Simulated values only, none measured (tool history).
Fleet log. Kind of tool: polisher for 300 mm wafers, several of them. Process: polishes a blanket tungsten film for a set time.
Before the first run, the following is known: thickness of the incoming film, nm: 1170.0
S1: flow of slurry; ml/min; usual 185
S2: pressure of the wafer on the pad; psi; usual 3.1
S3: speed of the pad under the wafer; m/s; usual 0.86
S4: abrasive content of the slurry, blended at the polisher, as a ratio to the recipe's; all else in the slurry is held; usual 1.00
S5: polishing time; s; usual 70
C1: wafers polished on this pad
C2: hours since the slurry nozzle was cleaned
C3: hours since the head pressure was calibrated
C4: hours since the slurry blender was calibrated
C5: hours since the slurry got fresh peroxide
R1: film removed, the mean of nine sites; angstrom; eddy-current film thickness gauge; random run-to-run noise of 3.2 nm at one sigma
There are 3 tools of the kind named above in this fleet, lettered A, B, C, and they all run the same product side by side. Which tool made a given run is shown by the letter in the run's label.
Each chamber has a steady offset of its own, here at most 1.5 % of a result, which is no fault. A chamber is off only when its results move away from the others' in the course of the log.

{"run": "1B", "hour": 3.9, "S1": 185, "S2": 3.1, "S3": 0.86, "S4": 1.0, "S5": 70, "C1": 715, "C2": 27.5, "C3": 52.1, "C4": 70.2, "C5": 81.3, "R1": 2822.6}
{"run": "2C", "hour": 8.2, "S1": 185, "S2": 3.1, "S3": 0.86, "S4": 1.0, "S5": 70, "C1": 255, "C2": 443.4, "C3": 360.0, "C4": 15.5, "C5": 104.0, "R1": 2886.5}
{"run": "3A", "hour": 13.6, "S1": 185, "S2": 3.1, "S3": 0.86, "S4": 1.0, "S5": 70, "C1": 142, "C2": 385.5, "C3": 301.5, "C4": 58.1, "C5": 58.7, "R1": 2815.3}
{"run": "4A", "hour": 17.7, "S1": 185, "S2": 3.1, "S3": 0.86, "S4": 1.0, "S5": 70, "C1": 166, "C2": 389.6, "C3": 305.6, "C4": 62.2, "C5": 62.8, "R1": 2880.1}
{"run": "5C", "hour": 23.3, "S1": 185, "S2": 3.1, "S3": 0.86, "S4": 1.0, "S5": 70, "C1": 345, "C2": 458.5, "C3": 375.1, "C4": 30.6, "C5": 119.1, "R1": 2798.5}
{"hour": 25.7, "done": "chamber A: slurry nozzle cleaned"}
{"run": "6B", "hour": 26.9, "S1": 185, "S2": 3.1, "S3": 0.86, "S4": 1.0, "S5": 70, "C1": 852, "C2": 50.5, "C3": 75.1, "C4": 93.2, "C5": 104.3, "R1": 2804.0}
{"hour": 27.9, "done": "chamber B: slurry tank refilled with fresh slurry and peroxide"}
{"run": "7C", "hour": 30.5, "S1": 185, "S2": 3.1, "S3": 0.86, "S4": 1.0, "S5": 70, "C1": 387, "C2": 465.7, "C3": 382.3, "C4": 37.8, "C5": 126.3, "R1": 2817.2}
{"run": "8A", "hour": 34.0, "S1": 185, "S2": 3.1, "S3": 0.86, "S4": 1.0, "S5": 70, "C1": 263, "C2": 8.4, "C3": 321.9, "C4": 78.5, "C5": 79.1, "R1": 2888.6}
{"run": "9B", "hour": 39.8, "S1": 185, "S2": 3.1, "S3": 0.86, "S4": 1.0, "S5": 70, "C1": 928, "C2": 63.4, "C3": 88.0, "C4": 106.1, "C5": 11.9, "R1": 2826.0}
{"run": "10B", "hour": 44.4, "S1": 185, "S2": 3.1, "S3": 0.86, "S4": 1.0, "S5": 70, "C1": 955, "C2": 68.0, "C3": 92.6, "C4": 110.7, "C5": 16.5, "R1": 2883.5}
{"hour": 48.7, "done": "chamber A: slurry blender recalibrated"}
{"run": "11C", "hour": 48.9, "S1": 185, "S2": 3.1, "S3": 0.86, "S4": 1.0, "S5": 70, "C1": 496, "C2": 484.1, "C3": 400.7, "C4": 56.2, "C5": 144.7, "R1": 2867.9}
{"run": "12A", "hour": 52.4, "S1": 185, "S2": 3.1, "S3": 0.86, "S4": 1.0, "S5": 70, "C1": 372, "C2": 26.8, "C3": 340.3, "C4": 3.8, "C5": 97.5, "R1": 2809.3}
{"hour": 54.5, "done": "chamber B: worn pad replaced by a new one"}
{"run": "13B", "hour": 56.6, "S1": 185, "S2": 3.1, "S3": 0.86, "S4": 1.0, "S5": 70, "C1": 12, "C2": 80.2, "C3": 104.8, "C4": 122.9, "C5": 28.7, "R1": 2873.9}
{"hour": 58.7, "done": "chamber C: slurry nozzle cleaned"}
{"run": "14A", "hour": 60.6, "S1": 185, "S2": 3.1, "S3": 0.86, "S4": 1.0, "S5": 70, "C1": 420, "C2": 35.0, "C3": 348.5, "C4": 12.0, "C5": 105.7, "R1": 2880.3}
{"run": "15C", "hour": 64.7, "S1": 185, "S2": 3.1, "S3": 0.86, "S4": 1.0, "S5": 70, "C1": 590, "C2": 6.1, "C3": 416.5, "C4": 72.0, "C5": 160.5, "R1": 2763.6}
{"run": "16A", "hour": 70.6, "S1": 185, "S2": 3.1, "S3": 0.86, "S4": 1.0, "S5": 70, "C1": 480, "C2": 45.0, "C3": 358.5, "C4": 22.0, "C5": 115.7, "R1": 2819.4}
{"run": "17C", "hour": 74.9, "S1": 185, "S2": 3.1, "S3": 0.86, "S4": 1.0, "S5": 70, "C1": 650, "C2": 16.3, "C3": 426.7, "C4": 82.2, "C5": 170.7, "R1": 2784.0}
{"run": "18B", "hour": 80.1, "S1": 185, "S2": 3.1, "S3": 0.86, "S4": 1.0, "S5": 70, "C1": 151, "C2": 103.7, "C3": 128.3, "C4": 146.4, "C5": 52.2, "R1": 2785.9}
{"hour": 82.2, "done": "chamber C: worn pad replaced by a new one"}
{"run": "19C", "hour": 84.8, "S1": 185, "S2": 3.1, "S3": 0.86, "S4": 1.0, "S5": 70, "C1": 15, "C2": 26.2, "C3": 436.6, "C4": 92.1, "C5": 180.6, "R1": 2810.1}
{"run": "20A", "hour": 89.0, "S1": 185, "S2": 3.1, "S3": 0.86, "S4": 1.0, "S5": 70, "C1": 588, "C2": 63.4, "C3": 376.9, "C4": 40.4, "C5": 134.1, "R1": 2892.7}
{"run": "21B", "hour": 93.4, "S1": 185, "S2": 3.1, "S3": 0.86, "S4": 1.0, "S5": 70, "C1": 230, "C2": 117.0, "C3": 141.6, "C4": 159.7, "C5": 65.5, "R1": 2827.1}
{"run": "22C", "hour": 98.6, "S1": 185, "S2": 3.1, "S3": 0.86, "S4": 1.0, "S5": 70, "C1": 97, "C2": 40.0, "C3": 450.4, "C4": 105.9, "C5": 194.4, "R1": 2744.2}
{"run": "23B", "hour": 102.6, "S1": 185, "S2": 3.1, "S3": 0.86, "S4": 1.0, "S5": 70, "C1": 284, "C2": 126.2, "C3": 150.8, "C4": 168.9, "C5": 74.7, "R1": 2801.9}
{"hour": 104.9, "done": "chamber A: slurry tank refilled with fresh slurry and peroxide"}
{"run": "24A", "hour": 107.3, "S1": 185, "S2": 3.1, "S3": 0.86, "S4": 1.0, "S5": 70, "C1": 697, "C2": 81.7, "C3": 395.2, "C4": 58.7, "C5": 2.4, "R1": 2820.4}
{"run": "25A", "hour": 113.0, "S1": 185, "S2": 3.1, "S3": 0.86, "S4": 1.25, "S5": 70, "C1": 730, "C2": 87.4, "C3": 400.9, "C4": 64.4, "C5": 8.1, "R1": 3023.5}
{"run": "26C", "hour": 116.1, "S1": 185, "S2": 3.1, "S3": 0.86, "S4": 1.25, "S5": 70, "C1": 201, "C2": 57.5, "C3": 467.9, "C4": 123.4, "C5": 211.9, "R1": 2883.1}
{"run": "27B", "hour": 122.0, "S1": 185, "S2": 3.1, "S3": 0.86, "S4": 1.25, "S5": 70, "C1": 399, "C2": 145.6, "C3": 170.2, "C4": 188.3, "C5": 94.1, "R1": 2889.4}
{"hour": 126.7, "done": "chamber B: slurry tank refilled with fresh slurry and peroxide"}
{"run": "28A", "hour": 127.9, "S1": 185, "S2": 2.5, "S3": 0.86, "S4": 1.0, "S5": 77, "C1": 819, "C2": 102.3, "C3": 415.8, "C4": 79.3, "C5": 23.0, "R1": 2543.7}
{"hour": 129.4, "done": "chamber C: head pressure recalibrated"}
{"run": "29C", "hour": 131.3, "S1": 185, "S2": 2.5, "S3": 0.86, "S4": 1.0, "S5": 77, "C1": 291, "C2": 72.7, "C3": 2.0, "C4": 138.6, "C5": 227.1, "R1": 2417.4}
{"run": "30B", "hour": 136.9, "S1": 185, "S2": 2.5, "S3": 0.86, "S4": 1.0, "S5": 77, "C1": 487, "C2": 160.5, "C3": 185.1, "C4": 203.2, "C5": 10.2, "R1": 2468.1}
{"run": "31C", "hour": 140.4, "S1": 185, "S2": 3.1, "S3": 0.86, "S4": 1.0, "S5": 70, "C1": 344, "C2": 81.8, "C3": 11.1, "C4": 147.7, "C5": 236.2, "R1": 2699.0}
{"run": "32A", "hour": 143.3, "S1": 185, "S2": 3.1, "S3": 0.86, "S4": 1.0, "S5": 70, "C1": 910, "C2": 117.7, "C3": 431.2, "C4": 94.7, "C5": 38.4, "R1": 2823.3}
{"run": "33B", "hour": 148.4, "S1": 185, "S2": 3.1, "S3": 0.86, "S4": 1.0, "S5": 70, "C1": 555, "C2": 172.0, "C3": 196.6, "C4": 214.7, "C5": 21.7, "R1": 2856.3}
{"hour": 151.8, "done": "chamber A: slurry blender recalibrated"}
{"hour": 153.6, "done": "chamber A: worn pad replaced by a new one"}
{"run": "34C", "hour": 153.7, "S1": 185, "S2": 3.1, "S3": 0.86, "S4": 1.0, "S5": 70, "C1": 423, "C2": 95.1, "C3": 24.4, "C4": 161.0, "C5": 249.5, "R1": 2662.3}
{"run": "35A", "hour": 156.9, "S1": 185, "S2": 3.1, "S3": 0.86, "S4": 1.0, "S5": 70, "C1": 19, "C2": 131.3, "C3": 444.8, "C4": 5.2, "C5": 52.0, "R1": 2903.2}
{"run": "36B", "hour": 161.5, "S1": 185, "S2": 3.1, "S3": 0.86, "S4": 1.0, "S5": 70, "C1": 633, "C2": 185.1, "C3": 209.7, "C4": 227.8, "C5": 34.8, "R1": 2846.6}
{"run": "37A", "hour": 166.9, "S1": 185, "S2": 3.1, "S3": 0.86, "S4": 1.0, "S5": 70, "C1": 78, "C2": 141.3, "C3": 454.8, "C4": 15.2, "C5": 62.0, "R1": 2766.9}
{"run": "38B", "hour": 172.8, "S1": 185, "S2": 3.1, "S3": 0.86, "S4": 1.0, "S5": 70, "C1": 700, "C2": 196.4, "C3": 221.0, "C4": 239.1, "C5": 46.1, "R1": 2857.5}
{"run": "39C", "hour": 176.5, "S1": 185, "S2": 3.1, "S3": 0.86, "S4": 1.0, "S5": 70, "C1": 558, "C2": 117.9, "C3": 47.2, "C4": 183.8, "C5": 272.3, "R1": 2672.4}
{"run": "40B", "hour": 179.9, "S1": 185, "S2": 3.1, "S3": 0.86, "S4": 1.0, "S5": 70, "C1": 742, "C2": 203.5, "C3": 228.1, "C4": 246.2, "C5": 53.2, "R1": 2805.1}
{"run": "41C", "hour": 183.5, "S1": 185, "S2": 3.1, "S3": 0.86, "S4": 1.0, "S5": 70, "C1": 600, "C2": 124.9, "C3": 54.2, "C4": 190.8, "C5": 279.3, "R1": 2637.6}
{"run": "42A", "hour": 186.2, "S1": 185, "S2": 3.1, "S3": 0.86, "S4": 1.0, "S5": 70, "C1": 193, "C2": 160.6, "C3": 474.1, "C4": 34.5, "C5": 81.3, "R1": 2863.4}
{"run": "43C", "hour": 189.5, "S1": 185, "S2": 3.1, "S3": 0.86, "S4": 1.0, "S5": 70, "C1": 635, "C2": 130.9, "C3": 60.2, "C4": 196.8, "C5": 285.3, "R1": 2527.2}

Each of the 3 chambers runs these same settings next. Fill in every chamber's results:
{"run": "44A", "hour": 193.9, "S1": 185, "S2": 3.1, "S3": 0.86, "S4": 0.85, "S5": 70, "R1": "?"}
{"run": "44B", "hour": 193.9, "S1": 185, "S2": 3.1, "S3": 0.86, "S4": 0.85, "S5": 70, "R1": "?"}
{"run": "44C", "hour": 193.9, "S1": 185, "S2": 3.1, "S3": 0.86, "S4": 0.85, "S5": 70, "R1": "?"}

run=44A R1=2764.9
run=44B R1=2773.2
run=44C R1=2523.5
